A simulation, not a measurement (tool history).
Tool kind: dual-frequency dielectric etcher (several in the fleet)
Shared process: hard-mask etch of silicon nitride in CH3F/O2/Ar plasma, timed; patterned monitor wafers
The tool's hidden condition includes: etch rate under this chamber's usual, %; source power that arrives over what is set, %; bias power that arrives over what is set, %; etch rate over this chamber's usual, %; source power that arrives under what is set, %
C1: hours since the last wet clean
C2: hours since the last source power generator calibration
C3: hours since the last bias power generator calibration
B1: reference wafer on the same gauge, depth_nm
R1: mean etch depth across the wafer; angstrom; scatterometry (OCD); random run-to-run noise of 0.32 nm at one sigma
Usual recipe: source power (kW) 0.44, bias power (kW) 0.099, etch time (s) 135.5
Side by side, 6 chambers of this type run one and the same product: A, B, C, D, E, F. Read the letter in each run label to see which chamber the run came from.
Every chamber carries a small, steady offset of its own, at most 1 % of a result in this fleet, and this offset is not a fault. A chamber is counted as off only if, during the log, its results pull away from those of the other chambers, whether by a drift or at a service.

run 1B hour=9.6 | source_power_(kW)=0.44 bias_power_(kW)=0.099 etch_time_(s)=135.5 | C1=55.2 C2=1499.6 C3=1768.2 | B1=114.03 | R1=1099.5
run 2E hour=18.2 | source_power_(kW)=0.44 bias_power_(kW)=0.099 etch_time_(s)=135.5 | C1=187 C2=2691.1 C3=3875.8 | B1=114.02 | R1=1104.9
run 3C hour=29.9 | source_power_(kW)=0.44 bias_power_(kW)=0.099 etch_time_(s)=135.5 | C1=205.7 C2=1969.7 C3=2425 | B1=113.99 | R1=1099.6
run 4F hour=38.4 | source_power_(kW)=0.44 bias_power_(kW)=0.099 etch_time_(s)=135.5 | C1=447.6 C2=63.3 C3=263.1 | B1=114.07 | R1=1097.5
run 5A hour=43.8 | source_power_(kW)=0.44 bias_power_(kW)=0.099 etch_time_(s)=135.5 | C1=275.4 C2=2639.2 C3=3939.6 | B1=113.95 | R1=1091.8
run 6D hour=53.3 | source_power_(kW)=0.44 bias_power_(kW)=0.099 etch_time_(s)=135.5 | C1=69.3 C2=876.1 C3=3033.5 | B1=113.97 | R1=1101.5
run 7E hour=64.8 | source_power_(kW)=0.44 bias_power_(kW)=0.099 etch_time_(s)=135.5 | C1=233.6 C2=2737.7 C3=3922.4 | B1=114.05 | R1=1106.8
run 8F hour=72.3 | source_power_(kW)=0.44 bias_power_(kW)=0.099 etch_time_(s)=135.5 | C1=481.5 C2=97.2 C3=297 | B1=114.05 | R1=1098.1
-- hour=72.4 chamber C: source power generator calibrated
run 9A hour=82.3 | source_power_(kW)=0.44 bias_power_(kW)=0.099 etch_time_(s)=135.5 | C1=313.9 C2=2677.7 C3=3978.1 | B1=114 | R1=1086.1
run 10C hour=87.6 | source_power_(kW)=0.44 bias_power_(kW)=0.099 etch_time_(s)=135.5 | C1=263.4 C2=15.3 C3=2482.7 | B1=113.97 | R1=1101.6
run 11D hour=95.6 | source_power_(kW)=0.44 bias_power_(kW)=0.099 etch_time_(s)=135.5 | C1=111.6 C2=918.4 C3=3075.8 | B1=113.92 | R1=1097.3
run 12B hour=102.7 | source_power_(kW)=0.44 bias_power_(kW)=0.099 etch_time_(s)=135.5 | C1=148.3 C2=1592.7 C3=1861.3 | B1=113.92 | R1=1097.5
run 13A hour=113.5 | source_power_(kW)=0.44 bias_power_(kW)=0.12 etch_time_(s)=135.5 | C1=345.1 C2=2708.9 C3=4009.3 | B1=113.99 | R1=1173.2
run 14B hour=121.1 | source_power_(kW)=0.44 bias_power_(kW)=0.12 etch_time_(s)=135.5 | C1=166.7 C2=1611.1 C3=1879.7 | B1=113.89 | R1=1172.8
run 15C hour=128.4 | source_power_(kW)=0.44 bias_power_(kW)=0.12 etch_time_(s)=135.5 | C1=304.2 C2=56.1 C3=2523.5 | B1=114.01 | R1=1188.9
run 16E hour=134.8 | source_power_(kW)=0.44 bias_power_(kW)=0.12 etch_time_(s)=135.5 | C1=303.6 C2=2807.7 C3=3992.4 | B1=114.04 | R1=1180.6
run 17F hour=144 | source_power_(kW)=0.44 bias_power_(kW)=0.12 etch_time_(s)=135.5 | C1=553.2 C2=168.9 C3=368.7 | B1=113.95 | R1=1173.8
run 18D hour=152.6 | source_power_(kW)=0.44 bias_power_(kW)=0.12 etch_time_(s)=135.5 | C1=168.6 C2=975.4 C3=3132.8 | B1=114.04 | R1=1183.8
run 19B hour=158.8 | source_power_(kW)=0.54 bias_power_(kW)=0.099 etch_time_(s)=135.5 | C1=204.4 C2=1648.8 C3=1917.4 | B1=113.99 | R1=1180.3
run 20F hour=168.8 | source_power_(kW)=0.54 bias_power_(kW)=0.099 etch_time_(s)=135.5 | C1=578 C2=193.7 C3=393.5 | B1=113.97 | R1=1178.9
-- hour=173.3 chamber A: wet clean of the chamber
run 21D hour=178.2 | source_power_(kW)=0.54 bias_power_(kW)=0.099 etch_time_(s)=135.5 | C1=194.2 C2=1001 C3=3158.4 | B1=114.02 | R1=1192.6
run 22A hour=183.2 | source_power_(kW)=0.54 bias_power_(kW)=0.099 etch_time_(s)=135.5 | C1=10 C2=2778.6 C3=4079 | B1=114.01 | R1=1173.5
run 23C hour=188.8 | source_power_(kW)=0.54 bias_power_(kW)=0.099 etch_time_(s)=135.5 | C1=364.6 C2=116.5 C3=2583.9 | B1=113.97 | R1=1195.8
run 24E hour=200.1 | source_power_(kW)=0.54 bias_power_(kW)=0.099 etch_time_(s)=135.5 | C1=368.9 C2=2873 C3=4057.7 | B1=114.12 | R1=1187
run 25A hour=205.5 | source_power_(kW)=0.44 bias_power_(kW)=0.099 etch_time_(s)=135.5 | C1=32.3 C2=2800.9 C3=4101.3 | B1=113.96 | R1=1090.2
run 26B hour=210.6 | source_power_(kW)=0.44 bias_power_(kW)=0.099 etch_time_(s)=135.5 | C1=256.2 C2=1700.6 C3=1969.2 | B1=114.1 | R1=1093
run 27D hour=221.1 | source_power_(kW)=0.5 bias_power_(kW)=0.099 etch_time_(s)=135.5 | C1=237.1 C2=1043.9 C3=3201.3 | B1=113.98 | R1=1155.4
run 28F hour=232.1 | source_power_(kW)=0.5 bias_power_(kW)=0.099 etch_time_(s)=135.5 | C1=641.3 C2=257 C3=456.8 | B1=113.97 | R1=1127.7
run 29E hour=239.6 | source_power_(kW)=0.5 bias_power_(kW)=0.099 etch_time_(s)=135.5 | C1=408.4 C2=2912.5 C3=4097.2 | B1=113.99 | R1=1157.1
run 30C hour=249.2 | source_power_(kW)=0.5 bias_power_(kW)=0.099 etch_time_(s)=135.5 | C1=425 C2=176.9 C3=2644.3 | B1=114.02 | R1=1154.1
run 31E hour=255.5 | source_power_(kW)=0.5 bias_power_(kW)=0.099 etch_time_(s)=135.5 | C1=424.3 C2=2928.4 C3=4113.1 | B1=113.98 | R1=1156.3
run 32F hour=265.4 | source_power_(kW)=0.5 bias_power_(kW)=0.099 etch_time_(s)=135.5 | C1=674.6 C2=290.3 C3=490.1 | B1=113.96 | R1=1128.8
run 33B hour=274.5 | source_power_(kW)=0.44 bias_power_(kW)=0.099 etch_time_(s)=135.5 | C1=320.1 C2=1764.5 C3=2033.1 | B1=113.93 | R1=1094.8
run 34A hour=282.7 | source_power_(kW)=0.44 bias_power_(kW)=0.099 etch_time_(s)=135.5 | C1=109.5 C2=2878.1 C3=4178.5 | B1=114 | R1=1088.1
run 35C hour=289 | source_power_(kW)=0.44 bias_power_(kW)=0.099 etch_time_(s)=135.5 | C1=464.8 C2=216.7 C3=2684.1 | B1=113.97 | R1=1107.3
run 36D hour=297.2 | source_power_(kW)=0.44 bias_power_(kW)=0.099 etch_time_(s)=135.5 | C1=313.2 C2=1120 C3=3277.4 | B1=114.01 | R1=1102.8
-- hour=303.3 chamber E: bias power generator calibrated
run 37E hour=308.8 | source_power_(kW)=0.44 bias_power_(kW)=0.099 etch_time_(s)=135.5 | C1=477.6 C2=2981.7 C3=5.5 | B1=113.96 | R1=1104.3
-- hour=313.7 chamber C: wet clean of the chamber
run 38F hour=314.4 | source_power_(kW)=0.44 bias_power_(kW)=0.099 etch_time_(s)=135.5 | C1=723.6 C2=339.3 C3=539.1 | B1=114.08 | R1=1067.6
run 39C hour=322.4 | source_power_(kW)=0.44 bias_power_(kW)=0.099 etch_time_(s)=135.5 | C1=8.7 C2=250.1 C3=2717.5 | B1=114.07 | R1=1107.9
run 40B hour=332.8 | source_power_(kW)=0.44 bias_power_(kW)=0.099 etch_time_(s)=135.5 | C1=378.4 C2=1822.8 C3=2091.4 | B1=113.88 | R1=1093.6
run 41A hour=342.6 | source_power_(kW)=0.44 bias_power_(kW)=0.099 etch_time_(s)=135.5 | C1=169.4 C2=2938 C3=4238.4 | B1=113.98 | R1=1086.7
run 42D hour=349.2 | source_power_(kW)=0.44 bias_power_(kW)=0.099 etch_time_(s)=135.5 | C1=365.2 C2=1172 C3=3329.4 | B1=113.94 | R1=1101.5
run 43F hour=357.3 | source_power_(kW)=0.44 bias_power_(kW)=0.099 etch_time_(s)=135.5 | C1=766.5 C2=382.2 C3=582 | B1=113.98 | R1=1055.9

Decide between three cases: one chamber stands off from its peers, the gauge reading all wafers drifts, or nothing is wrong past each chamber's small offset. Where a chamber is off, say which and what most likely put it there.

One chamber, F, drifts off from the rest bit by bit.
Likeliest cause: etch rate under this chamber's usual, % = 3.4.

Below are 4 candidate recipes for chamber F's next run, each the usual settings with a change, their results shown as question marks. Which of them brings F's results back in line with what the other chambers give on the usual settings?
In-line tolerance around the mean of the other chambers on the usual settings: R1 11 angstrom
run 44F-1 hour=365.6 | source_power_(kW)=0.45 bias_power_(kW)=0.1 etch_time_(s)=143 | R1=?
run 44F-2 hour=365.6 | source_power_(kW)=0.44 bias_power_(kW)=0.099 etch_time_(s)=130.5 | R1=?
run 44F-3 hour=365.6 | source_power_(kW)=0.44 bias_power_(kW)=0.098 etch_time_(s)=127.5 | R1=?
run 44F-4 hour=365.6 | source_power_(kW)=0.44 bias_power_(kW)=0.099 etch_time_(s)=140.5 | R1=?

The mean the other chambers reach with the usual settings: R1 1099.5 angstrom
run=44F-1 R1=1129.4
run=44F-2 R1=1018.5
run=44F-3 R1=991.36
run=44F-4 R1=1096.5
44F-4 is the one that brings the chamber's results back in line with the other chambers.
